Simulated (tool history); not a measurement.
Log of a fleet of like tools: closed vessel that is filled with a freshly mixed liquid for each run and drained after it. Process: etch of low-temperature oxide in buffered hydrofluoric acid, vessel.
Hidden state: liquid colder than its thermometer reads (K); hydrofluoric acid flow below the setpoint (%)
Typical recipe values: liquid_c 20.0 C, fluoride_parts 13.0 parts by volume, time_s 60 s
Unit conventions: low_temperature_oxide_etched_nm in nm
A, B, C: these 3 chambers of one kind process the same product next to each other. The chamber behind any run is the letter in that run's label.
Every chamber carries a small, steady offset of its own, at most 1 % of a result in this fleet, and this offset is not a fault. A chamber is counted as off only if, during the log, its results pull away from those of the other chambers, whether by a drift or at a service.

run,hour,liquid_c,fluoride_parts,time_s,hours since the thermometer was replaced,hours since the hydrofluoric acid flow meter was replaced,"read-back film thickness of the low-temperature oxide reference wafer, read on the same gauge (nm)",low_temperature_oxide_etched_nm
1B,8.7,20.0,13.0,60,669.5,1979.3,100.010,197.74
# hour 18.0: chamber A: thermometer replaced
2C,19.8,20.0,13.0,60,1916.6,1024.1,99.972,195.80
3A,26.2,20.0,13.0,60,8.2,1106.0,100.010,196.17
4C,34.3,20.0,13.0,60,1931.1,1038.6,100.020,195.43
5A,40.7,20.0,13.0,60,22.7,1120.5,99.996,195.40
6B,49.3,24.5,13.0,60,710.1,2019.9,99.995,255.42
7B,58.6,24.5,13.0,60,719.4,2029.2,100.010,251.57
8A,66.1,24.5,13.0,60,48.1,1145.9,99.998,252.16
9C,72.7,20.0,13.0,60,1969.5,1077.0,99.993,195.87
10B,79.1,20.0,13.0,60,739.9,2049.7,99.978,196.36
11A,86.5,20.0,13.0,60,68.5,1166.3,100.010,194.98
12C,95.3,20.0,13.0,60,1992.1,1099.6,99.988,195.09
13C,101.7,20.0,13.0,60,1998.5,1106.0,99.987,194.94
14B,112.3,20.0,13.0,60,773.1,2082.9,100.000,197.80
15A,119.4,20.0,17.5,45,101.4,1199.2,99.995,110.15
16C,130.6,20.0,17.5,45,2027.4,1134.9,100.030,108.89
17A,137.0,20.0,17.5,45,119.0,1216.8,99.997,109.91
18B,148.3,20.0,13.0,60,809.1,2118.9,99.992,194.99
19B,154.5,20.0,13.0,60,815.3,2125.1,100.020,195.62
20C,163.2,20.0,13.0,40,2060.0,1167.5,99.989,129.50
21A,172.9,20.0,13.0,40,154.9,1252.7,100.010,130.79
22A,183.6,20.0,13.0,40,165.6,1263.4,99.988,130.85
23C,190.8,20.0,13.0,60,2087.6,1195.1,100.010,197.20
24B,197.9,20.0,13.0,60,858.7,2168.5,99.991,194.41
25B,204.1,17.0,13.0,60,864.9,2174.7,99.998,163.33
26A,211.5,17.0,13.0,60,193.5,1291.3,100.020,165.68
27C,218.1,17.0,13.0,60,2114.9,1222.4,99.993,165.21
28C,226.7,20.0,13.0,60,2123.5,1231.0,100.010,194.65
29A,233.2,20.0,13.0,60,215.2,1313.0,100.030,195.45
# hour 238.2: chamber A: hydrofluoric acid flow meter replaced
30B,239.1,20.0,13.0,60,899.9,2209.7,100.010,191.85
31B,245.2,24.5,13.0,30,906.0,2215.8,100.000,122.52
32C,256.2,24.5,13.0,30,2153.0,1260.5,100.010,126.40
33A,262.0,24.5,13.0,30,244.0,23.9,99.979,125.85
34B,267.4,20.0,13.0,60,928.2,2238.0,99.996,190.18
35A,276.7,23.5,11.0,60,258.7,38.6,100.010,279.87
36C,283.5,23.5,11.0,60,2180.3,1287.8,100.000,279.44

One chamber off, gauge drift, or nothing amiss beyond the chambers' own small offsets? If it is a chamber, which one, and what is the likeliest cause?

One chamber, B, drifts off from the rest bit by bit.
Most likely cause: liquid colder than its thermometer reads (K) = 0.655.
The log may not separate it from: hydrofluoric acid flow below the setpoint (%).

Here are 4 candidates for chamber B's next run, each the usual settings with a change, their results left as question marks. Which one brings its results back in line with what the others give on the usual settings?
Allowed miss from the other chambers' usual-settings mean, per result, to count as in line: low_temperature_oxide_etched_nm 3.10 nm
37B-1,291.9,20.0,12.5,60,,,,?
37B-2,291.9,20.5,12.5,60,,,,?
37B-3,291.9,20.0,13.5,60,,,,?
37B-4,291.9,19.5,13.5,60,,,,?

Usual-settings mean across the other chambers: low_temperature_oxide_etched_nm 195.91 nm
run,low_temperature_oxide_etched_nm
37B-1,196.90
37B-2,202.62
37B-3,182.80
37B-4,177.72
It is 37B-1 that realigns the chamber with its peers.
